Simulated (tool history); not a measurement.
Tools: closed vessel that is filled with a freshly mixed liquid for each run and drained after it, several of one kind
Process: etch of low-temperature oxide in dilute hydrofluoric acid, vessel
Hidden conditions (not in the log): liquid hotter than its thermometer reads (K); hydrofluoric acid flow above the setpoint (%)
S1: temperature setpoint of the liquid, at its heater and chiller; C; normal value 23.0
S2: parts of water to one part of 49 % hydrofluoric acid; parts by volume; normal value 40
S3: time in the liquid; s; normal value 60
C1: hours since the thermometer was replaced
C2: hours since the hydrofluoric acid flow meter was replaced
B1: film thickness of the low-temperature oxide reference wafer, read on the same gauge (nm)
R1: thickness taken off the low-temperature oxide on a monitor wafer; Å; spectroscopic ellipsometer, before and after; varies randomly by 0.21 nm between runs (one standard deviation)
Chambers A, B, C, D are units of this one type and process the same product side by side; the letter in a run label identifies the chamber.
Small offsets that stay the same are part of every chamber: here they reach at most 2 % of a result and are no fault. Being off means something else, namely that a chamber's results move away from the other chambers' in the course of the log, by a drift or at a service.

run,hour,S1,S2,S3,C1,C2,B1,R1
1A,13.2,23.0,40,60,969.4,676.9,59.988,289.93
# hour 22.7: chamber A: thermometer replaced
2D,22.8,23.0,40,60,2550.4,759.7,59.982,292.67
# hour 27.2: chamber C: thermometer replaced
3C,39.0,23.0,40,60,11.9,890.7,60.013,296.35
4B,47.5,23.0,40,60,121.9,801.7,59.985,294.89
5A,60.7,23.0,40,60,38.1,724.4,59.994,289.12
6B,68.7,23.0,40,60,143.1,822.9,60.015,294.28
7D,79.5,23.0,40,60,2607.1,816.4,60.015,290.84
# hour 82.7: chamber D: thermometer replaced
8C,94.5,23.0,40,60,67.4,946.2,60.005,294.01
9A,103.4,23.0,40,60,80.8,767.1,60.002,288.76
10B,116.5,23.0,40,60,190.9,870.7,60.023,295.74
11C,128.2,23.0,40,60,101.1,979.9,60.024,300.24
12D,142.1,23.0,40,60,59.4,879.0,60.011,293.63
# hour 155.6: chamber A: hydrofluoric acid flow meter replaced
13D,158.0,23.0,40,60,75.3,894.9,60.017,294.70
14A,172.6,23.0,40,60,150.0,17.1,59.999,288.12
15B,184.7,23.0,40,60,259.1,938.9,60.005,293.15
16C,196.6,23.0,40,60,169.5,1048.3,60.002,303.42
17A,212.2,23.0,40,60,189.6,56.7,60.007,284.04
18D,228.2,23.0,40,60,145.5,965.1,59.990,297.26
19B,238.3,19.0,40,60,312.7,992.5,60.014,245.83
20C,251.6,19.0,40,60,224.5,1103.3,59.998,260.04
21A,261.5,19.0,40,60,238.9,106.0,59.989,243.31
22D,269.0,19.0,40,60,186.3,1005.9,59.988,251.07
23C,280.7,23.0,40,60,253.6,1132.4,60.003,308.82
24B,295.9,23.0,40,60,370.3,1050.1,59.987,296.18
25A,304.1,23.0,25,60,281.5,148.6,59.990,468.70
26D,319.1,23.0,25,60,236.4,1056.0,60.003,484.96
27C,334.6,23.0,25,60,307.5,1186.3,60.015,501.87
28B,342.6,23.0,25,60,417.0,1096.8,60.004,483.84
29D,356.0,23.0,40,60,273.3,1092.9,60.007,294.94
30B,369.3,23.0,40,60,443.7,1123.5,60.009,289.88
31A,379.6,23.0,40,60,357.0,224.1,59.991,289.33
32C,390.8,23.0,40,60,363.7,1242.5,60.017,315.76
33C,400.9,23.0,40,60,373.8,1252.6,59.991,315.31

Which is it: a chamber that has drifted or been left off by a service, a gauge drift common to all chambers, or only each chamber's usual small offset? If a chamber is off, name it and its likeliest cause.

One chamber, C, drifts off from the rest bit by bit.
Cause: hydrofluoric acid flow above the setpoint (%) = 7.83.

Below are 4 candidate recipes for chamber C's next run, each the usual settings with a change, their results shown as question marks. Which of them brings C's results back in line with what the other chambers give on the usual settings?
A result is in line if it is within this distance of the other chambers' mean on the usual settings: R1 7.40 Å
34C-1,412.5,23.0,40,55,,,,?
34C-2,412.5,23.5,40,60,,,,?
34C-3,412.5,22.5,40,60,,,,?
34C-4,412.5,25.0,40,60,,,,?

The mean the other chambers reach with the usual settings: R1 292.61 Å
run,R1
34C-1,289.87
34C-2,322.77
34C-3,309.78
34C-4,343.22
With 34C-1, the chamber falls back in line with the rest.

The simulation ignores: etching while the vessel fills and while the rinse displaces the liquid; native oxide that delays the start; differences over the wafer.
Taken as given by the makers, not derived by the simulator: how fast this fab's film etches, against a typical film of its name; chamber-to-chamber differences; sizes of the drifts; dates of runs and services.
